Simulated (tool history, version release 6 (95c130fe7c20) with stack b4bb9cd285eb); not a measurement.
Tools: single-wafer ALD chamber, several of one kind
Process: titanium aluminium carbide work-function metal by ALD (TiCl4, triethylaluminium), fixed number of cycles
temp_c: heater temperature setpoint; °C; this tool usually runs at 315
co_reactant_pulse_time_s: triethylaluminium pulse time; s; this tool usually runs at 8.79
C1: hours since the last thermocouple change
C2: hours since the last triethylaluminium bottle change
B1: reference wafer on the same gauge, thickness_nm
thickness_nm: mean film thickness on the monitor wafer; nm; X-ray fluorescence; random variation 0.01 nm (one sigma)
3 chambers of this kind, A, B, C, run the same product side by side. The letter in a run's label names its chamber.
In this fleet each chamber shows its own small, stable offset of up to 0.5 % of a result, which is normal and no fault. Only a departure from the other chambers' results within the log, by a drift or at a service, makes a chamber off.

{"run": "1B", "hour": 9.2, "temp_c": 315, "co_reactant_pulse_time_s": 8.79, "C1": 1222.3, "C2": 584.2, "B1": 1.8388, "thickness_nm": 2.0765}
{"run": "2C", "hour": 17.2, "temp_c": 315, "co_reactant_pulse_time_s": 8.79, "C1": 1318.9, "C2": 1898.1, "B1": 1.8412, "thickness_nm": 2.1264}
{"run": "3A", "hour": 23.9, "temp_c": 315, "co_reactant_pulse_time_s": 8.79, "C1": 137.2, "C2": 280.3, "B1": 1.8413, "thickness_nm": 2.0977}
{"run": "4A", "hour": 31.0, "temp_c": 315, "co_reactant_pulse_time_s": 8.79, "C1": 144.3, "C2": 287.4, "B1": 1.839, "thickness_nm": 2.1039}
{"run": "5C", "hour": 36.2, "temp_c": 315, "co_reactant_pulse_time_s": 8.79, "C1": 1337.9, "C2": 1917.1, "B1": 1.8407, "thickness_nm": 2.1115}
{"run": "6B", "hour": 46.8, "temp_c": 301, "co_reactant_pulse_time_s": 11.16, "C1": 1259.9, "C2": 621.8, "B1": 1.8426, "thickness_nm": 2.0221}
{"run": "7B", "hour": 57.3, "temp_c": 301, "co_reactant_pulse_time_s": 11.16, "C1": 1270.4, "C2": 632.3, "B1": 1.8403, "thickness_nm": 2.0124}
{"run": "8A", "hour": 63.2, "temp_c": 301, "co_reactant_pulse_time_s": 11.16, "C1": 176.5, "C2": 319.6, "B1": 1.8411, "thickness_nm": 2.03}
{"run": "9C", "hour": 71.1, "temp_c": 315, "co_reactant_pulse_time_s": 8.79, "C1": 1372.8, "C2": 1952.0, "B1": 1.8416, "thickness_nm": 2.1094}
{"run": "10A", "hour": 81.1, "temp_c": 315, "co_reactant_pulse_time_s": 8.79, "C1": 194.4, "C2": 337.5, "B1": 1.8428, "thickness_nm": 2.0956}
{"run": "11B", "hour": 86.1, "temp_c": 315, "co_reactant_pulse_time_s": 8.79, "C1": 1299.2, "C2": 661.1, "B1": 1.8404, "thickness_nm": 2.0946}
{"run": "12C", "hour": 94.0, "temp_c": 315, "co_reactant_pulse_time_s": 8.79, "C1": 1395.7, "C2": 1974.9, "B1": 1.8394, "thickness_nm": 2.119}
{"run": "13B", "hour": 103.7, "temp_c": 315, "co_reactant_pulse_time_s": 8.79, "C1": 1316.8, "C2": 678.7, "B1": 1.8413, "thickness_nm": 2.0945}
{"hour": 106.3, "done": "chamber C: triethylaluminium bottle replaced"}
{"run": "14C", "hour": 111.7, "temp_c": 315, "co_reactant_pulse_time_s": 8.79, "C1": 1413.4, "C2": 5.4, "B1": 1.8395, "thickness_nm": 2.1057}
{"run": "15A", "hour": 121.1, "temp_c": 315, "co_reactant_pulse_time_s": 8.79, "C1": 234.4, "C2": 377.5, "B1": 1.841, "thickness_nm": 2.0965}
{"run": "16A", "hour": 127.0, "temp_c": 315, "co_reactant_pulse_time_s": 8.79, "C1": 240.3, "C2": 383.4, "B1": 1.842, "thickness_nm": 2.0902}
{"run": "17B", "hour": 136.0, "temp_c": 315, "co_reactant_pulse_time_s": 8.79, "C1": 1349.1, "C2": 711.0, "B1": 1.839, "thickness_nm": 2.0973}
{"run": "18C", "hour": 144.2, "temp_c": 315, "co_reactant_pulse_time_s": 8.79, "C1": 1445.9, "C2": 37.9, "B1": 1.8403, "thickness_nm": 2.0841}
{"run": "19A", "hour": 152.0, "temp_c": 315, "co_reactant_pulse_time_s": 8.79, "C1": 265.3, "C2": 408.4, "B1": 1.8403, "thickness_nm": 2.1046}
{"run": "20B", "hour": 156.7, "temp_c": 315, "co_reactant_pulse_time_s": 5.74, "C1": 1369.8, "C2": 731.7, "B1": 1.8402, "thickness_nm": 1.8823}
{"hour": 162.0, "done": "chamber C: thermocouple changed; heater temperature recalibrated"}
{"run": "21C", "hour": 166.5, "temp_c": 315, "co_reactant_pulse_time_s": 5.74, "C1": 4.5, "C2": 60.2, "B1": 1.8421, "thickness_nm": 1.9182}
{"run": "22C", "hour": 175.5, "temp_c": 315, "co_reactant_pulse_time_s": 5.74, "C1": 13.5, "C2": 69.2, "B1": 1.8405, "thickness_nm": 1.8982}
{"run": "23A", "hour": 184.5, "temp_c": 315, "co_reactant_pulse_time_s": 8.79, "C1": 297.8, "C2": 440.9, "B1": 1.8421, "thickness_nm": 2.1019}
{"run": "24B", "hour": 195.2, "temp_c": 315, "co_reactant_pulse_time_s": 8.79, "C1": 1408.3, "C2": 770.2, "B1": 1.8398, "thickness_nm": 2.0685}
{"run": "25A", "hour": 205.9, "temp_c": 315, "co_reactant_pulse_time_s": 8.79, "C1": 319.2, "C2": 462.3, "B1": 1.8373, "thickness_nm": 2.0998}
{"run": "26B", "hour": 215.4, "temp_c": 323, "co_reactant_pulse_time_s": 12.07, "C1": 1428.5, "C2": 790.4, "B1": 1.8381, "thickness_nm": 2.2365}
{"run": "27C", "hour": 221.9, "temp_c": 323, "co_reactant_pulse_time_s": 12.07, "C1": 59.9, "C2": 115.6, "B1": 1.8391, "thickness_nm": 2.2153}
{"run": "28A", "hour": 231.2, "temp_c": 323, "co_reactant_pulse_time_s": 12.07, "C1": 344.5, "C2": 487.6, "B1": 1.8397, "thickness_nm": 2.2428}
{"run": "29B", "hour": 238.3, "temp_c": 315, "co_reactant_pulse_time_s": 8.79, "C1": 1451.4, "C2": 813.3, "B1": 1.8392, "thickness_nm": 2.0932}
{"run": "30C", "hour": 244.8, "temp_c": 308, "co_reactant_pulse_time_s": 7.16, "C1": 82.8, "C2": 138.5, "B1": 1.8414, "thickness_nm": 1.9549}
{"run": "31C", "hour": 252.9, "temp_c": 308, "co_reactant_pulse_time_s": 7.16, "C1": 90.9, "C2": 146.6, "B1": 1.8384, "thickness_nm": 1.9685}
{"run": "32A", "hour": 262.8, "temp_c": 308, "co_reactant_pulse_time_s": 7.16, "C1": 376.1, "C2": 519.2, "B1": 1.8394, "thickness_nm": 1.9734}
{"run": "33B", "hour": 270.4, "temp_c": 315, "co_reactant_pulse_time_s": 8.79, "C1": 1483.5, "C2": 845.4, "B1": 1.8408, "thickness_nm": 2.0892}
{"run": "34A", "hour": 276.0, "temp_c": 315, "co_reactant_pulse_time_s": 8.79, "C1": 389.3, "C2": 532.4, "B1": 1.8386, "thickness_nm": 2.1022}

Next, all 3 chambers run the settings below, one line each with question marks for the results. What does each chamber give?
{"run": "35A", "hour": 283.7, "temp_c": 300, "co_reactant_pulse_time_s": 8.79, "thickness_nm": "?"}
{"run": "35B", "hour": 283.7, "temp_c": 300, "co_reactant_pulse_time_s": 8.79, "thickness_nm": "?"}
{"run": "35C", "hour": 283.7, "temp_c": 300, "co_reactant_pulse_time_s": 8.79, "thickness_nm": "?"}

run=35A thickness_nm=1.9655
run=35B thickness_nm=1.9455
run=35C thickness_nm=1.9599
